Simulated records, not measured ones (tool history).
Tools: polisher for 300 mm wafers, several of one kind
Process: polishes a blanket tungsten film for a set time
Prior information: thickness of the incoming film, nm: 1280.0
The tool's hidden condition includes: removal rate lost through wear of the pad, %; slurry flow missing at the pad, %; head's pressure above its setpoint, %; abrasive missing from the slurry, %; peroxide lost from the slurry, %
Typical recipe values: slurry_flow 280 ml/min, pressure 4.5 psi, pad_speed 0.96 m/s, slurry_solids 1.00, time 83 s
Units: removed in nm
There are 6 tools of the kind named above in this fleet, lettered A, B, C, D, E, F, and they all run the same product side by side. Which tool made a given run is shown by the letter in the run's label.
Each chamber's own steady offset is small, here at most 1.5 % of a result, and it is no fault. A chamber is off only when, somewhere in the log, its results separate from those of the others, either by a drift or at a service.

run,hour,slurry_flow,pressure,pad_speed,slurry_solids,time,wafers polished on this pad,hours since the slurry nozzle was cleaned,hours since the head pressure was calibrated,hours since the slurry blender was calibrated,hours since the slurry got fresh peroxide,removed
# hour 2.9: chamber C: slurry blender recalibrated
# hour 3.8: chamber B: slurry blender recalibrated
# hour 6.7: chamber B: worn pad replaced by a new one
1C,10.1,280,4.5,0.96,1.00,83,194,292.8,452.0,7.3,86.1,365.35
# hour 10.3: chamber F: slurry tank refilled with fresh slurry and peroxide
# hour 12.4: chamber A: slurry nozzle cleaned
2F,15.0,280,4.5,0.96,1.00,83,640,266.9,131.4,25.3,4.7,361.65
# hour 18.9: chamber C: slurry tank refilled with fresh slurry and peroxide
3E,25.6,280,4.5,0.96,1.00,83,314,159.5,370.4,103.5,36.1,363.36
# hour 31.7: chamber A: worn pad replaced by a new one
# hour 32.5: chamber A: slurry tank refilled with fresh slurry and peroxide
4D,34.8,280,4.5,0.96,1.00,83,548,438.4,249.0,38.9,117.7,366.34
# hour 40.6: chamber B: slurry tank refilled with fresh slurry and peroxide
5A,44.8,280,4.5,0.96,1.00,83,150,32.4,355.3,135.6,12.3,365.01
6B,52.0,280,4.5,1.12,1.00,83,518,95.6,344.7,48.3,11.4,430.09
# hour 53.2: chamber D: slurry tank refilled with fresh slurry and peroxide
# hour 61.5: chamber E: slurry tank refilled with fresh slurry and peroxide
7A,61.6,280,4.5,1.12,1.00,83,342,49.2,372.1,152.4,29.1,420.19
# hour 65.2: chamber F: worn pad replaced by a new one
# hour 65.4: chamber C: worn pad replaced by a new one
8E,71.1,280,4.5,1.12,1.00,83,835,205.0,415.9,149.0,9.7,420.17
# hour 72.0: chamber B: worn pad replaced by a new one
# hour 76.4: chamber E: worn pad replaced by a new one
9C,79.0,280,4.5,1.12,1.00,83,156,361.7,520.9,76.2,60.1,420.02
10D,88.0,280,4.5,1.12,1.00,83,1157,491.6,302.2,92.1,34.8,417.80
11F,95.3,280,4.5,1.12,1.00,83,344,347.2,211.7,105.6,85.0,425.59
# hour 97.7: chamber C: slurry tank refilled with fresh slurry and peroxide
12B,104.2,280,4.5,0.96,1.00,83,369,147.8,396.9,100.5,63.6,372.40
# hour 107.5: chamber F: slurry tank refilled with fresh slurry and peroxide
# hour 108.5: chamber B: slurry tank refilled with fresh slurry and peroxide
# hour 109.6: chamber A: slurry tank refilled with fresh slurry and peroxide
13D,111.3,280,4.5,0.96,1.00,83,1423,514.9,325.5,115.4,58.1,349.73
14A,117.8,280,4.5,0.96,1.00,83,985,105.4,428.3,208.6,8.3,369.21
15E,127.7,280,4.5,0.96,1.00,83,587,261.6,472.5,205.6,66.3,361.62
# hour 133.5: chamber B: worn pad replaced by a new one
16B,136.2,280,4.5,0.96,1.00,83,31,179.8,428.9,132.5,27.7,367.05
# hour 139.5: chamber E: slurry tank refilled with fresh slurry and peroxide
# hour 140.1: chamber B: slurry blender recalibrated
# hour 141.8: chamber C: worn pad replaced by a new one
17F,143.8,280,4.5,0.96,1.00,83,899,395.7,260.2,154.1,36.3,362.19
# hour 145.5: chamber E: worn pad replaced by a new one
# hour 150.5: chamber A: worn pad replaced by a new one
18C,152.7,280,4.5,0.96,1.00,83,124,435.4,594.6,149.9,55.1,364.14
# hour 153.9: chamber D: slurry blender recalibrated
# hour 154.9: chamber C: slurry blender recalibrated
19B,158.5,280,4.5,0.96,1.00,83,286,202.1,451.2,18.4,50.0,364.71
20E,164.0,280,4.5,0.96,1.00,83,211,297.9,508.8,241.9,24.5,369.61
# hour 165.6: chamber D: slurry nozzle cleaned
# hour 167.6: chamber B: slurry tank refilled with fresh slurry and peroxide
# hour 169.5: chamber C: slurry tank refilled with fresh slurry and peroxide
# hour 173.9: chamber A: slurry tank refilled with fresh slurry and peroxide
21C,174.1,280,4.5,0.96,0.85,83,369,456.8,616.0,19.3,4.6,357.66
# hour 174.6: chamber A: slurry blender recalibrated
# hour 177.0: chamber D: slurry tank refilled with fresh slurry and peroxide
22F,181.7,280,4.5,0.96,0.85,83,1332,433.6,298.1,192.0,74.2,349.97
23A,189.2,280,4.5,0.96,0.85,83,442,176.8,499.7,14.6,15.4,350.66
24D,196.1,280,4.5,0.96,0.85,83,2393,30.5,410.3,42.3,19.1,331.16
# hour 199.1: chamber F: worn pad replaced by a new one
# hour 202.7: chamber C: worn pad replaced by a new one
# hour 202.9: chamber B: worn pad replaced by a new one
25F,206.1,280,4.5,0.96,0.85,83,80,458.0,322.5,216.4,98.6,347.28
# hour 207.9: chamber F: slurry tank refilled with fresh slurry and peroxide
# hour 209.2: chamber E: slurry tank refilled with fresh slurry and peroxide
# hour 209.4: chamber E: worn pad replaced by a new one
26D,214.3,280,4.5,0.96,0.85,83,2601,48.7,428.5,60.5,37.3,331.78
# hour 217.8: chamber F: slurry nozzle cleaned
# hour 219.9: chamber F: head pressure recalibrated
27A,223.7,280,4.5,0.96,1.00,83,837,211.3,534.2,49.1,49.9,365.73
28E,233.5,280,4.5,0.96,1.00,83,276,367.4,578.3,311.4,24.3,360.28
# hour 240.6: chamber B: slurry tank refilled with fresh slurry and peroxide
# hour 243.2: chamber C: slurry tank refilled with fresh slurry and peroxide
29B,244.4,280,4.5,0.96,1.00,83,475,288.0,537.1,104.3,3.9,368.04
# hour 245.4: chamber A: slurry tank refilled with fresh slurry and peroxide
30C,253.3,280,4.5,0.96,1.00,83,579,536.0,695.2,98.5,10.2,365.14
31B,263.3,280,4.5,0.96,1.00,83,691,306.9,556.0,123.2,22.8,365.55
# hour 271.4: chamber C: slurry nozzle cleaned
32F,271.4,280,4.5,0.96,1.00,83,827,53.6,51.6,281.7,63.5,357.49
# hour 273.0: chamber B: worn pad replaced by a new one
# hour 273.3: chamber A: worn pad replaced by a new one
# hour 273.6: chamber B: slurry blender recalibrated
# hour 276.2: chamber E: worn pad replaced by a new one
33D,280.3,280,4.5,0.96,1.00,83,3356,114.7,494.5,126.5,103.3,333.10
# hour 281.0: chamber C: worn pad replaced by a new one
34C,285.7,280,4.5,0.96,1.00,83,54,14.3,727.6,130.9,42.6,363.19
# hour 289.2: chamber E: slurry tank refilled with fresh slurry and peroxide
35A,290.6,280,4.5,0.96,1.00,83,198,278.2,601.1,116.0,45.2,359.04
# hour 293.2: chamber F: slurry tank refilled with fresh slurry and peroxide
# hour 295.6: chamber C: slurry blender recalibrated
36E,296.5,280,4.5,0.96,1.00,83,233,430.4,641.3,374.4,7.3,366.42
# hour 299.2: chamber A: head pressure recalibrated
# hour 305.0: chamber F: worn pad replaced by a new one
37F,306.4,280,4.5,0.96,1.00,83,16,88.6,86.6,316.7,13.3,361.61
# hour 309.9: chamber B: slurry tank refilled with fresh slurry and peroxide
38B,312.2,280,4.5,0.96,1.00,83,449,355.8,604.9,38.7,2.4,366.82
# hour 314.5: chamber D: slurry blender recalibrated
# hour 314.8: chamber D: slurry tank refilled with fresh slurry and peroxide
# hour 315.7: chamber A: slurry tank refilled with fresh slurry and peroxide
# hour 317.0: chamber C: slurry tank refilled with fresh slurry and peroxide
39A,321.3,280,4.5,0.96,1.00,83,549,308.9,22.2,146.7,5.6,368.33
40E,327.4,280,4.5,0.96,1.00,83,586,461.3,672.2,405.3,38.2,360.10
41C,333.1,280,4.5,0.96,1.00,83,596,61.7,775.0,37.5,16.1,368.44
42D,340.2,280,5.8,0.96,1.00,83,4042,174.6,554.4,25.8,25.4,420.06

Is one chamber out of step, is the gauge drifting, or do the chambers differ by no more than their own small offsets? For an off chamber, give its letter and the likeliest cause.

Little by little, chamber D moves away from the other chambers.
Cause: removal rate lost through wear of the pad, % = 10.
With only this log, it may be confused with: head's pressure below its setpoint, %.

Which of the 4 candidates below, each the usual settings with something changed and its results left as question marks, puts chamber D back in line with what the other chambers give on the usual settings?
In line means no further than this from the other chambers' mean on the usual settings: removed 13.00 nm
43D-1,348.0,280,4.5,0.96,1.00,74,,,,,,?
43D-2,348.0,280,4.5,1.02,1.00,87,,,,,,?
43D-3,348.0,280,4.5,1.00,1.00,83,,,,,,?
43D-4,348.0,280,4.3,0.96,1.00,83,,,,,,?

Average result of the remaining chambers running the usual settings: removed 364.58 nm
run,removed
43D-1,290.32
43D-2,362.33
43D-3,338.99
43D-4,311.23
With 43D-2, the chamber falls back in line with the rest.
